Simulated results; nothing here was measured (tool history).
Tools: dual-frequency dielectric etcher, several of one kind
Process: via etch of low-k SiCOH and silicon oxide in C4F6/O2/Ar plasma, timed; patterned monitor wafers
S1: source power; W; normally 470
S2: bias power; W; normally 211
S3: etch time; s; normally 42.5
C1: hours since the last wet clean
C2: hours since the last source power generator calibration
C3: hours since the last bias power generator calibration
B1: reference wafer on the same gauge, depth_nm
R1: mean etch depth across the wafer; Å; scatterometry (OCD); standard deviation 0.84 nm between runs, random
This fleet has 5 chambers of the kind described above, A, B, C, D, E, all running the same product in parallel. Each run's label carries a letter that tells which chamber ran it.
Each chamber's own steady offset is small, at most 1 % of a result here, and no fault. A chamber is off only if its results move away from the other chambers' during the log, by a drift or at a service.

{"run": "1D", "hour": 13.2, "S1": 470, "S2": 211, "S3": 42.5, "C1": 460.8, "C2": 970.1, "C3": 2190, "B1": 145.17, "R1": 1232.7}
{"run": "2E", "hour": 22.3, "S1": 470, "S2": 211, "S3": 42.5, "C1": 212.3, "C2": 278.2, "C3": 2682.7, "B1": 144.76, "R1": 1245.5}
{"run": "3B", "hour": 33.1, "S1": 470, "S2": 211, "S3": 42.5, "C1": 358.7, "C2": 1089.7, "C3": 342, "B1": 145.07, "R1": 1230.2}
{"run": "4A", "hour": 47.2, "S1": 470, "S2": 211, "S3": 42.5, "C1": 247.7, "C2": 402.7, "C3": 3187.1, "B1": 145.04, "R1": 1249}
{"run": "5C", "hour": 61.4, "S1": 470, "S2": 211, "S3": 42.5, "C1": 259.7, "C2": 532.3, "C3": 3208.4, "B1": 145.15, "R1": 1251.1}
{"hour": 70.3, "done": "chamber D: bias power generator calibrated"}
{"run": "6A", "hour": 76.1, "S1": 470, "S2": 211, "S3": 42.5, "C1": 276.6, "C2": 431.6, "C3": 3216, "B1": 144.85, "R1": 1240.7}
{"run": "7D", "hour": 86.2, "S1": 470, "S2": 169, "S3": 42.5, "C1": 533.8, "C2": 1043.1, "C3": 16, "B1": 144.96, "R1": 1159.5}
{"hour": 88.4, "done": "chamber E: bias power generator calibrated"}
{"run": "8E", "hour": 94.2, "S1": 470, "S2": 169, "S3": 42.5, "C1": 284.2, "C2": 350.1, "C3": 5.9, "B1": 144.77, "R1": 1163.5}
{"hour": 102.7, "done": "chamber B: wet clean of the chamber"}
{"run": "9B", "hour": 108.0, "S1": 470, "S2": 169, "S3": 42.5, "C1": 5.3, "C2": 1164.6, "C3": 416.9, "B1": 144.87, "R1": 1153.5}
{"hour": 116.8, "done": "chamber D: wet clean of the chamber"}
{"run": "10C", "hour": 120.6, "S1": 470, "S2": 169, "S3": 42.5, "C1": 318.9, "C2": 591.5, "C3": 3267.6, "B1": 144.65, "R1": 1140.7}
{"run": "11C", "hour": 134.6, "S1": 470, "S2": 169, "S3": 42.5, "C1": 332.9, "C2": 605.5, "C3": 3281.6, "B1": 144.65, "R1": 1170.2}
{"run": "12A", "hour": 141.4, "S1": 470, "S2": 211, "S3": 42.5, "C1": 341.9, "C2": 496.9, "C3": 3281.3, "B1": 145.08, "R1": 1228.2}
{"hour": 141.9, "done": "chamber C: wet clean of the chamber"}
{"run": "13E", "hour": 154.2, "S1": 570, "S2": 211, "S3": 42.5, "C1": 344.2, "C2": 410.1, "C3": 65.9, "B1": 144.97, "R1": 1355.6}
{"run": "14B", "hour": 160.6, "S1": 570, "S2": 211, "S3": 42.5, "C1": 57.9, "C2": 1217.2, "C3": 469.5, "B1": 145, "R1": 1344.8}
{"run": "15D", "hour": 173.4, "S1": 570, "S2": 211, "S3": 42.5, "C1": 56.6, "C2": 1130.3, "C3": 103.2, "B1": 144.92, "R1": 1318.4}
{"hour": 183.8, "done": "chamber E: wet clean of the chamber"}
{"run": "16B", "hour": 186.4, "S1": 570, "S2": 211, "S3": 42.5, "C1": 83.7, "C2": 1243, "C3": 495.3, "B1": 144.95, "R1": 1337.7}
{"run": "17D", "hour": 201.2, "S1": 570, "S2": 211, "S3": 42.5, "C1": 84.4, "C2": 1158.1, "C3": 131, "B1": 145.04, "R1": 1336.6}
{"run": "18C", "hour": 213.0, "S1": 470, "S2": 211, "S3": 33, "C1": 71.1, "C2": 683.9, "C3": 3360, "B1": 145.03, "R1": 928.5}
{"run": "19E", "hour": 219.5, "S1": 470, "S2": 211, "S3": 33, "C1": 35.8, "C2": 475.4, "C3": 131.2, "B1": 144.85, "R1": 973.73}
{"run": "20A", "hour": 227.4, "S1": 470, "S2": 211, "S3": 33, "C1": 427.9, "C2": 582.9, "C3": 3367.3, "B1": 145.12, "R1": 961.02}
{"run": "21B", "hour": 237.8, "S1": 470, "S2": 211, "S3": 33, "C1": 135.1, "C2": 1294.4, "C3": 546.7, "B1": 144.69, "R1": 973.61}
{"run": "22D", "hour": 252.5, "S1": 470, "S2": 211, "S3": 33, "C1": 135.7, "C2": 1209.4, "C3": 182.3, "B1": 145.09, "R1": 970.99}
{"run": "23E", "hour": 259.4, "S1": 470, "S2": 211, "S3": 42.5, "C1": 75.7, "C2": 515.3, "C3": 171.1, "B1": 145.19, "R1": 1265.7}
{"run": "24C", "hour": 265.8, "S1": 470, "S2": 211, "S3": 42.5, "C1": 123.9, "C2": 736.7, "C3": 3412.8, "B1": 144.72, "R1": 1183.6}
{"run": "25A", "hour": 273.9, "S1": 470, "S2": 211, "S3": 42.5, "C1": 474.4, "C2": 629.4, "C3": 3413.8, "B1": 145.1, "R1": 1242.8}
{"run": "26C", "hour": 284.2, "S1": 470, "S2": 211, "S3": 42.5, "C1": 142.3, "C2": 755.1, "C3": 3431.2, "B1": 144.8, "R1": 1193.2}
{"run": "27E", "hour": 295.9, "S1": 470, "S2": 211, "S3": 42.5, "C1": 112.2, "C2": 551.8, "C3": 207.6, "B1": 145.2, "R1": 1252.4}
{"run": "28D", "hour": 310.2, "S1": 390, "S2": 183, "S3": 42.5, "C1": 193.4, "C2": 1267.1, "C3": 240, "B1": 145, "R1": 1111.6}
{"run": "29A", "hour": 321.6, "S1": 390, "S2": 183, "S3": 42.5, "C1": 522.1, "C2": 677.1, "C3": 3461.5, "B1": 145, "R1": 1110.8}
{"run": "30B", "hour": 330.8, "S1": 390, "S2": 183, "S3": 42.5, "C1": 228.1, "C2": 1387.4, "C3": 639.7, "B1": 144.94, "R1": 1105.3}

Predict what each chamber gives when all 5 of them run the settings below next.
{"run": "31A", "hour": 341.4, "S1": 470, "S2": 211, "S3": 34, "R1": "?"}
{"run": "31B", "hour": 341.4, "S1": 470, "S2": 211, "S3": 34, "R1": "?"}
{"run": "31C", "hour": 341.4, "S1": 470, "S2": 211, "S3": 34, "R1": "?"}
{"run": "31D", "hour": 341.4, "S1": 470, "S2": 211, "S3": 34, "R1": "?"}
{"run": "31E", "hour": 341.4, "S1": 470, "S2": 211, "S3": 34, "R1": "?"}

run=31A R1=994.52
run=31B R1=993.09
run=31C R1=960.22
run=31D R1=996.04
run=31E R1=1001.3
